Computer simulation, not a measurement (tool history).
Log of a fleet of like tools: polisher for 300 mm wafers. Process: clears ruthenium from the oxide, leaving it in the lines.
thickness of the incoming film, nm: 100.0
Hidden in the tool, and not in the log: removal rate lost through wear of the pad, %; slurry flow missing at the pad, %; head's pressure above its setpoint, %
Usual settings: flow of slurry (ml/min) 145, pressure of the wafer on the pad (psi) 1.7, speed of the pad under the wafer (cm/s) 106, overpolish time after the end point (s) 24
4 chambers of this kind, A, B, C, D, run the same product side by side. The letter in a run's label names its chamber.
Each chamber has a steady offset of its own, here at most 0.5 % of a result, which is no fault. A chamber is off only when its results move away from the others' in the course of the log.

run	day	flow of slurry (ml/min)	pressure of the wafer on the pad (psi)	speed of the pad under the wafer (cm/s)	overpolish time after the end point (s)	wafers polished on this pad	hours since the slurry nozzle was cleaned	hours since the head pressure was calibrated	time until the end point was called (s)
# day 0.046: chamber D: worn pad replaced by a new one
1A	0.346	145	1.7	106	24	472	351.5	550.6	91.096
2D	0.792	145	1.7	106	24	151	407.1	305.3	89.552
3C	1.217	145	1.7	106	24	862	432.7	48.1	89.818
# day 1.288: chamber D: slurry nozzle cleaned
4B	1.667	145	1.7	106	24	399	109.5	335.5	88.905
5C	1.888	145	1.7	106	24	998	448.8	64.2	92.292
6D	2.104	145	1.7	106	24	417	19.6	336.8	91.242
7B	2.3	145	1.7	106	24	528	124.7	350.7	90.479
8A	2.571	145	1.7	106	24	923	404.9	604	88.988
# day 2.879: chamber C: worn pad replaced by a new one
# day 2.996: chamber A: worn pad replaced by a new one
9A	3.025	145	1.7	106	24	6	415.8	614.9	90.55
10D	3.438	145	1.7	106	24	687	51.6	368.8	89.803
# day 3.642: chamber A: head pressure recalibrated
11B	3.662	175	1.7	106	24	804	157.4	383.4	87.503
# day 4.038: chamber D: worn pad replaced by a new one
# day 4.092: chamber C: slurry nozzle cleaned
12C	4.092	175	1.7	106	24	246	0	117.1	88.674
# day 4.408: chamber B: slurry nozzle cleaned
13B	4.438	175	1.7	106	24	961	0.8	402	88.349
14C	4.733	175	1.7	106	24	376	15.4	132.5	88.806
15D	4.938	145	1.7	106	24	183	87.6	404.8	90.637
16A	5.15	145	1.7	106	24	437	466.8	36.3	91.172
17A	5.467	145	1.7	106	24	501	474.4	43.9	90.561
18D	5.762	145	1.7	106	24	350	107.4	424.6	90.724
# day 6.075: chamber B: worn pad replaced by a new one
19B	6.175	145	1.7	106	24	20	42.5	443.7	89.196
20C	6.462	145	1.7	106	24	727	56.9	174	90.181
21D	6.825	145	1.7	106	24	566	132.9	450.1	90.272
22B	7.092	145	1.7	90	33	206	64.5	465.7	105.62
23A	7.458	145	1.7	90	33	905	522.2	91.7	106.94
# day 7.529: chamber D: worn pad replaced by a new one
24C	7.762	145	1.7	90	33	990	88.1	205.2	104.86
25B	8.112	145	1.7	90	33	413	89	490.2	108.11
# day 8.188: chamber A: worn pad replaced by a new one
26C	8.425	145	1.7	106	24	1125	104	221.1	91.1
27A	8.717	145	1.7	106	24	108	552.4	121.9	89.967
# day 8.825: chamber C: worn pad replaced by a new one
28D	9.121	185	1.3	106	24	323	188	505.2	115.48
29C	9.479	185	1.3	106	24	133	129.3	246.4	115.98
30D	9.729	185	1.3	106	24	446	202.6	519.8	114.21
31A	9.992	185	1.3	106	24	366	583	152.5	113.89

What goes on in this fleet: one chamber off, a drifting gauge, or nothing beyond the chambers' own small offsets? Name the chamber and the cause, if any.

No chamber stands off beyond its own small offset, and the gauge holds steady.
